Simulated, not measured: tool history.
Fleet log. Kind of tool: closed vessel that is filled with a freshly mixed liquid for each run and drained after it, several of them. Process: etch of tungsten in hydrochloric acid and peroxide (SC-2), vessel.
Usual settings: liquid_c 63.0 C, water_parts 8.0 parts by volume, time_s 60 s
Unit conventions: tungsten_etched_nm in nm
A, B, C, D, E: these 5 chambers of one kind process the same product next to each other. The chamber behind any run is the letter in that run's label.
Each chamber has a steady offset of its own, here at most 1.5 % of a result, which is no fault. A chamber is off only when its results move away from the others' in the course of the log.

run	hour	liquid_c	water_parts	time_s	hours since the thermometer was replaced	hours since the chemicals flow meter was replaced	hours since the drum of peroxide was connected	read-back film thickness of the tungsten reference wafer, read on the same gauge (nm)	tungsten_etched_nm
1E	6.5	63.0	8.0	60	32.7	21.9	61.9	29.987	31.769
2B	14.1	63.0	8.0	60	1301.1	447.9	948.5	29.999	32.060
3D	20.7	63.0	8.0	60	608.3	756.5	37.3	30.026	31.845
4A	32.3	63.0	8.0	60	1751.5	621.9	390.0	30.011	31.604
5C	45.0	63.0	8.0	60	355.7	849.2	179.7	29.984	31.981
6B	56.6	63.0	8.0	60	1343.6	490.4	991.0	29.962	32.263
# hour 61.0: chamber B: new drum of peroxide connected
7D	63.4	63.0	8.0	60	651.0	799.2	80.0	29.992	32.043
8E	76.6	63.0	8.0	60	102.8	92.0	132.0	29.988	32.116
9A	83.7	63.0	8.0	60	1802.9	673.3	441.4	30.001	32.090
10C	95.5	63.0	8.0	60	406.2	899.7	230.2	29.940	32.156
11E	103.8	63.0	8.0	60	130.0	119.2	159.2	30.002	31.967
12B	111.5	63.0	8.0	60	1398.5	545.3	50.5	29.978	31.919
13C	118.8	63.0	8.0	60	429.5	923.0	253.5	29.983	31.765
14A	125.6	71.5	8.0	60	1844.8	715.2	483.3	29.953	53.240
15D	132.8	71.5	8.0	60	720.4	868.6	149.4	29.929	53.932
16A	141.0	71.5	8.0	60	1860.2	730.6	498.7	30.002	52.491
17D	152.1	71.5	8.0	60	739.7	887.9	168.7	29.974	53.477
18C	159.1	71.5	8.0	60	469.8	963.3	293.8	30.009	53.543
19E	166.1	63.0	8.0	60	192.3	181.5	221.5	30.002	31.932
20B	177.6	63.0	4.5	60	1464.6	611.4	116.6	30.017	49.680
21D	191.1	63.0	4.5	60	778.7	926.9	207.7	29.967	50.956
22E	200.8	63.0	4.5	60	227.0	216.2	256.2	30.034	49.462
23B	210.6	63.0	4.5	60	1497.6	644.4	149.6	29.982	49.533
24A	220.8	63.0	4.5	60	1940.0	810.4	578.5	30.037	49.035
25C	228.7	63.0	8.0	60	539.4	1032.9	363.4	30.027	32.112
# hour 237.0: chamber A: thermometer replaced
26D	237.8	63.0	8.0	60	825.4	973.6	254.4	29.918	32.962
# hour 244.6: chamber D: chemicals flow meter replaced
27E	249.5	58.0	8.0	60	275.7	264.9	304.9	30.019	23.209
28C	257.3	58.0	8.0	60	568.0	1061.5	392.0	30.006	23.570
# hour 262.8: chamber A: new drum of peroxide connected
29B	269.8	58.0	8.0	60	1556.8	703.6	208.8	29.994	23.586
30A	280.5	58.0	8.0	60	43.5	870.1	17.7	30.019	23.315
31A	286.8	58.0	8.0	60	49.8	876.4	24.0	30.023	23.361
32B	295.8	63.0	8.0	60	1582.8	729.6	234.8	30.034	32.217
33C	304.1	63.0	8.0	60	614.8	1108.3	438.8	30.004	32.597
34D	317.8	63.0	8.0	60	905.4	73.2	334.4	29.979	33.444

Is one chamber off against the others, does the gauge drift, or is nothing wrong? If a chamber is off, say which, and what the likeliest cause is.

Little by little, chamber D moves away from the other chambers.
Cause: liquid hotter than its thermometer reads (K) = 1.05.

Chamber D could run next with any of the 4 candidate recipes listed below; each alters the usual settings, and their results appear as question marks. Which one brings its results back in line with what the other chambers deliver on the usual settings?
Counts as in line when no further than this from what the other chambers average on the usual settings: tungsten_etched_nm 0.870 nm
35D-1	327.6	63.0	9.0	60					?
35D-2	327.6	63.0	8.5	60					?
35D-3	327.6	64.5	8.0	60					?
35D-4	327.6	63.0	7.5	60					?

On the usual settings, the other chambers give on average: tungsten_etched_nm 32.104 nm
run	tungsten_etched_nm
35D-1	30.620
35D-2	32.097
35D-3	36.912
35D-4	35.533
The right change is 35D-2: it brings the chamber back within the allowed miss of the others.
